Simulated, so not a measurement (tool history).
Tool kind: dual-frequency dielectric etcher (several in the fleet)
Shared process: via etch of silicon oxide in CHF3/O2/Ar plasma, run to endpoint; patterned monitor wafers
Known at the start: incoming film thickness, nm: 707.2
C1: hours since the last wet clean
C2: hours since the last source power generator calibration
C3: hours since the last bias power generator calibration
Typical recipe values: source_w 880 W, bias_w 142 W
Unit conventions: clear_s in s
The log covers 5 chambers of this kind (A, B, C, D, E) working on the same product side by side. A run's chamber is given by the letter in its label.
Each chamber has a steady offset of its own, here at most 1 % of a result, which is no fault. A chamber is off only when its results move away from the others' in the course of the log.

Run 1B, hour 5.9: usual settings; C1 26.1; C2 1485.9; C3 3797.8. Result: clear_s 331.59 s.
Run 2A, hour 11.1: usual settings; C1 111.6; C2 476.6; C3 119.7. Result: clear_s 333.66 s.
Run 3D, hour 20: usual settings; C1 511.4; C2 2039.9; C3 2555.3. Result: clear_s 335.24 s.
Run 4C, hour 26.4: usual settings; C1 98; C2 3062; C3 1224. Result: clear_s 330.46 s.
Run 5E, hour 36.4: usual settings; C1 196.8; C2 266; C3 572.3. Result: clear_s 334.24 s.
Run 6E, hour 45.4: usual settings but source_w 1070 W, bias_w 159 W; C1 205.8; C2 275; C3 581.3. Result: clear_s 297.65 s.
Run 7D, hour 54.7: usual settings but source_w 1070 W, bias_w 159 W; C1 546.1; C2 2074.6; C3 2590. Result: clear_s 299.48 s.
Run 8A, hour 64.5: usual settings but source_w 1070 W, bias_w 159 W; C1 165; C2 530; C3 173.1. Result: clear_s 297.24 s.
Run 9C, hour 70.9: usual settings but source_w 1070 W, bias_w 159 W; C1 142.5; C2 3106.5; C3 1268.5. Result: clear_s 296.21 s.
Run 10B, hour 80.9: usual settings but source_w 1070 W, bias_w 159 W; C1 101.1; C2 1560.9; C3 3872.8. Result: clear_s 296.18 s.
Run 11C, hour 86.7: usual settings; C1 158.3; C2 3122.3; C3 1284.3. Result: clear_s 332.5 s.
Run 12B, hour 97.4: usual settings; C1 117.6; C2 1577.4; C3 3889.3. Result: clear_s 332.14 s.
Run 13E, hour 106.5: usual settings; C1 266.9; C2 336.1; C3 642.4. Result: clear_s 334.09 s.
Run 14D, hour 113.7: usual settings; C1 605.1; C2 2133.6; C3 2649. Result: clear_s 334.67 s.
Run 15A, hour 119.4: usual settings; C1 219.9; C2 584.9; C3 228. Result: clear_s 332.99 s.
Run 16D, hour 130: usual settings but source_w 1060 W, bias_w 116 W; C1 621.4; C2 2149.9; C3 2665.3. Result: clear_s 330.21 s.
Run 17A, hour 141.5: usual settings but source_w 1060 W, bias_w 116 W; C1 242; C2 607; C3 250.1. Result: clear_s 329.09 s.
Run 18C, hour 151.1: usual settings but source_w 1060 W, bias_w 116 W; C1 222.7; C2 3186.7; C3 1348.7. Result: clear_s 326.9 s.
At hour 157.1: chamber D: wet clean of the chamber.
Run 19B, hour 158.4: usual settings but source_w 1060 W, bias_w 116 W; C1 178.6; C2 1638.4; C3 3950.3. Result: clear_s 327.01 s.
Run 20E, hour 167.3: usual settings but source_w 1060 W, bias_w 116 W; C1 327.7; C2 396.9; C3 703.2. Result: clear_s 329.77 s.
Run 21D, hour 173.1: usual settings; C1 16.1; C2 2193; C3 2708.4. Result: clear_s 321.03 s.
Run 22E, hour 183.9: usual settings; C1 344.3; C2 413.5; C3 719.8. Result: clear_s 332.27 s.
Run 23A, hour 191.8: usual settings; C1 292.3; C2 657.3; C3 300.4. Result: clear_s 334.98 s.
Run 24C, hour 199.9: usual settings but source_w 1050 W; C1 271.5; C2 3235.5; C3 1397.5. Result: clear_s 310.56 s.
Run 25B, hour 208.3: usual settings but source_w 1050 W; C1 228.5; C2 1688.3; C3 4000.2. Result: clear_s 310.19 s.
Run 26A, hour 215: usual settings but source_w 1050 W; C1 315.5; C2 680.5; C3 323.6. Result: clear_s 313.28 s.
Run 27D, hour 224.7: usual settings but source_w 1050 W; C1 67.7; C2 2244.6; C3 2760. Result: clear_s 297.88 s.
Run 28B, hour 233.3: usual settings but source_w 1050 W; C1 253.5; C2 1713.3; C3 4025.2. Result: clear_s 307.86 s.
Run 29C, hour 242.8: usual settings; C1 314.4; C2 3278.4; C3 1440.4. Result: clear_s 330.88 s.
Run 30E, hour 248.5: usual settings; C1 408.9; C2 478.1; C3 784.4. Result: clear_s 335.33 s.
Run 31B, hour 259.4: usual settings but source_w 810 W; C1 279.6; C2 1739.4; C3 4051.3. Result: clear_s 343.15 s.
Run 32C, hour 270: usual settings but source_w 810 W; C1 341.6; C2 3305.6; C3 1467.6. Result: clear_s 343.42 s.
At hour 273.7: chamber E: wet clean of the chamber.
Run 33E, hour 279.8: usual settings but source_w 810 W; C1 6.2; C2 509.4; C3 815.7. Result: clear_s 345.6 s.
Run 34A, hour 289.9: usual settings but source_w 810 W; C1 390.4; C2 755.4; C3 398.5. Result: clear_s 342.56 s.

One chamber off, gauge drift, or nothing amiss beyond the chambers' own small offsets? If it is a chamber, which one, and what is the likeliest cause?

Chamber D has stood off from the others ever since a service on it.
Most likely cause: etch rate over this chamber's usual, % = 3.69.

Here are 4 candidates for chamber D's next run, each the usual settings with a change, their results left as question marks. Which one brings its results back in line with what the others give on the usual settings?
In-line tolerance around the mean of the other chambers on the usual settings: clear_s 3.6 s
Run 35D-1, hour 298.1: usual settings but source_w 830 W, bias_w 136 W. Result: clear_s ?.
Run 35D-2, hour 298.1: usual settings but source_w 810 W, bias_w 132 W. Result: clear_s ?.
Run 35D-3, hour 298.1: usual settings but source_w 930 W, bias_w 148 W. Result: clear_s ?.
Run 35D-4, hour 298.1: usual settings but bias_w 166 W. Result: clear_s ?.

What the other chambers average on the usual settings: clear_s 332.62 s
  run  clear_s
35D-1   333.53
35D-2    339.9
35D-3   310.56
35D-4   305.87
With 35D-1, the chamber falls back in line with the rest.

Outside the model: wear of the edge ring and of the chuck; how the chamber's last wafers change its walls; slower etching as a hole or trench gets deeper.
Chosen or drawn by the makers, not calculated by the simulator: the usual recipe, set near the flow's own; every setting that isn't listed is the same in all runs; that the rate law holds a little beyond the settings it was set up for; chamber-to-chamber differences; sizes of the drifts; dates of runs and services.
